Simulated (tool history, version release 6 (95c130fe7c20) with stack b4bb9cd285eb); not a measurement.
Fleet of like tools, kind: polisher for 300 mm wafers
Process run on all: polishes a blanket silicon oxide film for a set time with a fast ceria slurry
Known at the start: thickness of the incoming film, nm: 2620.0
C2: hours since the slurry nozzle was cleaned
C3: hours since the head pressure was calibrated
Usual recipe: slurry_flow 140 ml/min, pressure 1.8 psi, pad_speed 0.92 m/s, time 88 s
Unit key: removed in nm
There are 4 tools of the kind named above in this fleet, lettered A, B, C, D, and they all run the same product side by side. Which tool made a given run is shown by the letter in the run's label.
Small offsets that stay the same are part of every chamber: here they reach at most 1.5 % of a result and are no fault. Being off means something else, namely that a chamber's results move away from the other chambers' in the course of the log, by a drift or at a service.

{"run": "1C", "hour": 4.9, "slurry_flow": 140, "pressure": 1.8, "pad_speed": 0.92, "time": 88, "wafers polished on this pad": 798, "C2": 389.7, "C3": 511.9, "removed": 809.01}
{"run": "2D", "hour": 7.3, "slurry_flow": 140, "pressure": 1.8, "pad_speed": 0.92, "time": 88, "wafers polished on this pad": 1065, "C2": 8.7, "C3": 959.2, "removed": 825.37}
{"run": "3A", "hour": 11.3, "slurry_flow": 140, "pressure": 1.8, "pad_speed": 0.92, "time": 88, "wafers polished on this pad": 428, "C2": 653.1, "C3": 158.9, "removed": 820.19}
{"hour": 11.9, "done": "chamber D: worn pad replaced by a new one"}
{"run": "4B", "hour": 16.5, "slurry_flow": 140, "pressure": 1.8, "pad_speed": 0.92, "time": 88, "wafers polished on this pad": 515, "C2": 739.3, "C3": 601, "removed": 804.45}
{"run": "5A", "hour": 20.5, "slurry_flow": 140, "pressure": 1.8, "pad_speed": 1.12, "time": 88, "wafers polished on this pad": 517, "C2": 662.3, "C3": 168.1, "removed": 973.21}
{"run": "6D", "hour": 24.0, "slurry_flow": 140, "pressure": 1.8, "pad_speed": 1.12, "time": 88, "wafers polished on this pad": 116, "C2": 25.4, "C3": 975.9, "removed": 1001.6}
{"run": "7B", "hour": 29.3, "slurry_flow": 140, "pressure": 1.8, "pad_speed": 1.12, "time": 88, "wafers polished on this pad": 638, "C2": 752.1, "C3": 613.8, "removed": 1006.5}
{"hour": 33.3, "done": "chamber C: worn pad replaced by a new one"}
{"run": "8C", "hour": 34.4, "slurry_flow": 140, "pressure": 1.8, "pad_speed": 1.12, "time": 88, "wafers polished on this pad": 11, "C2": 419.2, "C3": 541.4, "removed": 994.89}
{"run": "9B", "hour": 39.8, "slurry_flow": 185, "pressure": 1.8, "pad_speed": 0.92, "time": 99, "wafers polished on this pad": 739, "C2": 762.6, "C3": 624.3, "removed": 956.5}
{"run": "10C", "hour": 45.3, "slurry_flow": 185, "pressure": 1.8, "pad_speed": 0.92, "time": 99, "wafers polished on this pad": 116, "C2": 430.1, "C3": 552.3, "removed": 963.83}
{"run": "11D", "hour": 49.7, "slurry_flow": 185, "pressure": 1.8, "pad_speed": 0.92, "time": 99, "wafers polished on this pad": 364, "C2": 51.1, "C3": 1001.6, "removed": 982.66}
{"hour": 50.1, "done": "chamber B: worn pad replaced by a new one"}
{"run": "12A", "hour": 52.9, "slurry_flow": 185, "pressure": 1.8, "pad_speed": 0.92, "time": 99, "wafers polished on this pad": 829, "C2": 694.7, "C3": 200.5, "removed": 945.44}
{"run": "13A", "hour": 56.9, "slurry_flow": 140, "pressure": 1.8, "pad_speed": 0.92, "time": 88, "wafers polished on this pad": 868, "C2": 698.7, "C3": 204.5, "removed": 812.63}
{"run": "14B", "hour": 61.2, "slurry_flow": 140, "pressure": 1.8, "pad_speed": 0.92, "time": 88, "wafers polished on this pad": 107, "C2": 784, "C3": 645.7, "removed": 817.09}
{"run": "15C", "hour": 64.6, "slurry_flow": 140, "pressure": 1.8, "pad_speed": 1.1, "time": 58, "wafers polished on this pad": 302, "C2": 449.4, "C3": 571.6, "removed": 649.05}
{"run": "16D", "hour": 68.8, "slurry_flow": 140, "pressure": 1.8, "pad_speed": 1.1, "time": 58, "wafers polished on this pad": 548, "C2": 70.2, "C3": 1020.7, "removed": 653.79}
{"run": "17D", "hour": 73.6, "slurry_flow": 140, "pressure": 1.8, "pad_speed": 1.1, "time": 58, "wafers polished on this pad": 594, "C2": 75, "C3": 1025.5, "removed": 646.08}
{"run": "18C", "hour": 77.9, "slurry_flow": 140, "pressure": 1.8, "pad_speed": 1.1, "time": 58, "wafers polished on this pad": 430, "C2": 462.7, "C3": 584.9, "removed": 646.79}
{"hour": 79.1, "done": "chamber D: head pressure recalibrated"}
{"run": "19A", "hour": 80.4, "slurry_flow": 140, "pressure": 1.8, "pad_speed": 0.92, "time": 88, "wafers polished on this pad": 1094, "C2": 722.2, "C3": 228, "removed": 818.03}
{"run": "20B", "hour": 83.2, "slurry_flow": 140, "pressure": 1.8, "pad_speed": 0.92, "time": 88, "wafers polished on this pad": 319, "C2": 806, "C3": 667.7, "removed": 819.18}
{"run": "21B", "hour": 86.8, "slurry_flow": 140, "pressure": 1.8, "pad_speed": 1.1, "time": 88, "wafers polished on this pad": 353, "C2": 809.6, "C3": 671.3, "removed": 956.97}
{"hour": 87.4, "done": "chamber A: worn pad replaced by a new one"}
{"run": "22C", "hour": 91.4, "slurry_flow": 140, "pressure": 1.8, "pad_speed": 1.1, "time": 88, "wafers polished on this pad": 560, "C2": 476.2, "C3": 598.4, "removed": 985.39}
{"run": "23A", "hour": 94.9, "slurry_flow": 140, "pressure": 1.8, "pad_speed": 1.1, "time": 88, "wafers polished on this pad": 73, "C2": 736.7, "C3": 242.5, "removed": 988.36}
{"run": "24D", "hour": 97.4, "slurry_flow": 140, "pressure": 1.8, "pad_speed": 1.1, "time": 88, "wafers polished on this pad": 823, "C2": 98.8, "C3": 18.4, "removed": 1067.7}
{"run": "25A", "hour": 101.5, "slurry_flow": 140, "pressure": 1.8, "pad_speed": 0.92, "time": 88, "wafers polished on this pad": 136, "C2": 743.3, "C3": 249.1, "removed": 830.56}
{"run": "26C", "hour": 104.7, "slurry_flow": 140, "pressure": 1.8, "pad_speed": 0.92, "time": 88, "wafers polished on this pad": 688, "C2": 489.5, "C3": 611.7, "removed": 817.26}
{"run": "27D", "hour": 108.5, "slurry_flow": 110, "pressure": 1.8, "pad_speed": 0.66, "time": 88, "wafers polished on this pad": 930, "C2": 109.9, "C3": 29.5, "removed": 613.89}
{"run": "28B", "hour": 112.7, "slurry_flow": 110, "pressure": 1.8, "pad_speed": 0.66, "time": 88, "wafers polished on this pad": 603, "C2": 835.5, "C3": 697.2, "removed": 556.23}
{"run": "29A", "hour": 116.1, "slurry_flow": 110, "pressure": 1.8, "pad_speed": 0.66, "time": 88, "wafers polished on this pad": 277, "C2": 757.9, "C3": 263.7, "removed": 552.02}
{"run": "30D", "hour": 118.8, "slurry_flow": 110, "pressure": 1.8, "pad_speed": 0.66, "time": 88, "wafers polished on this pad": 1029, "C2": 120.2, "C3": 39.8, "removed": 612.9}
{"run": "31B", "hour": 124.0, "slurry_flow": 140, "pressure": 1.8, "pad_speed": 0.92, "time": 88, "wafers polished on this pad": 712, "C2": 846.8, "C3": 708.5, "removed": 802.99}
{"hour": 125.1, "done": "chamber B: slurry nozzle cleaned"}
{"run": "32C", "hour": 127.2, "slurry_flow": 140, "pressure": 1.8, "pad_speed": 0.92, "time": 88, "wafers polished on this pad": 905, "C2": 512, "C3": 634.2, "removed": 818.12}
{"run": "33B", "hour": 130.5, "slurry_flow": 140, "pressure": 1.8, "pad_speed": 0.92, "time": 88, "wafers polished on this pad": 774, "C2": 5.5, "C3": 715, "removed": 815.38}
{"hour": 131.7, "done": "chamber B: worn pad replaced by a new one"}
{"hour": 132.1, "done": "chamber D: worn pad replaced by a new one"}
{"hour": 132.2, "done": "chamber C: worn pad replaced by a new one"}
{"run": "34D", "hour": 133.5, "slurry_flow": 140, "pressure": 1.2, "pad_speed": 0.8, "time": 88, "wafers polished on this pad": 13, "C2": 134.9, "C3": 54.5, "removed": 522.93}
{"run": "35C", "hour": 137.9, "slurry_flow": 140, "pressure": 1.2, "pad_speed": 0.8, "time": 88, "wafers polished on this pad": 54, "C2": 522.7, "C3": 644.9, "removed": 478.34}
{"run": "36A", "hour": 142.6, "slurry_flow": 140, "pressure": 1.2, "pad_speed": 0.8, "time": 88, "wafers polished on this pad": 532, "C2": 784.4, "C3": 290.2, "removed": 466.44}
{"run": "37C", "hour": 145.9, "slurry_flow": 140, "pressure": 1.2, "pad_speed": 0.8, "time": 88, "wafers polished on this pad": 132, "C2": 530.7, "C3": 652.9, "removed": 483.76}
{"run": "38A", "hour": 148.7, "slurry_flow": 140, "pressure": 1.8, "pad_speed": 0.92, "time": 88, "wafers polished on this pad": 591, "C2": 790.5, "C3": 296.3, "removed": 812.84}
{"run": "39D", "hour": 152.0, "slurry_flow": 140, "pressure": 1.8, "pad_speed": 0.92, "time": 88, "wafers polished on this pad": 191, "C2": 153.4, "C3": 73, "removed": 888.97}
{"run": "40B", "hour": 155.6, "slurry_flow": 140, "pressure": 1.8, "pad_speed": 0.92, "time": 88, "wafers polished on this pad": 230, "C2": 30.6, "C3": 740.1, "removed": 801.34}
{"run": "41B", "hour": 158.2, "slurry_flow": 140, "pressure": 1.8, "pad_speed": 0.92, "time": 88, "wafers polished on this pad": 255, "C2": 33.2, "C3": 742.7, "removed": 824.13}
{"hour": 159.7, "done": "chamber C: head pressure recalibrated"}
{"run": "42C", "hour": 161.4, "slurry_flow": 140, "pressure": 1.8, "pad_speed": 0.92, "time": 88, "wafers polished on this pad": 281, "C2": 546.2, "C3": 1.7, "removed": 808.2}

Next, all 4 chambers run the settings below, one line each with question marks for the results. What does each chamber give?
{"run": "43A", "hour": 165.4, "slurry_flow": 140, "pressure": 1.4, "pad_speed": 0.92, "time": 88, "removed": "?"}
{"run": "43B", "hour": 165.4, "slurry_flow": 140, "pressure": 1.4, "pad_speed": 0.92, "time": 88, "removed": "?"}
{"run": "43C", "hour": 165.4, "slurry_flow": 140, "pressure": 1.4, "pad_speed": 0.92, "time": 88, "removed": "?"}
{"run": "43D", "hour": 165.4, "slurry_flow": 140, "pressure": 1.4, "pad_speed": 0.92, "time": 88, "removed": "?"}

run=43A removed=631.72
run=43B removed=636.45
run=43C removed=645.02
run=43D removed=699.64
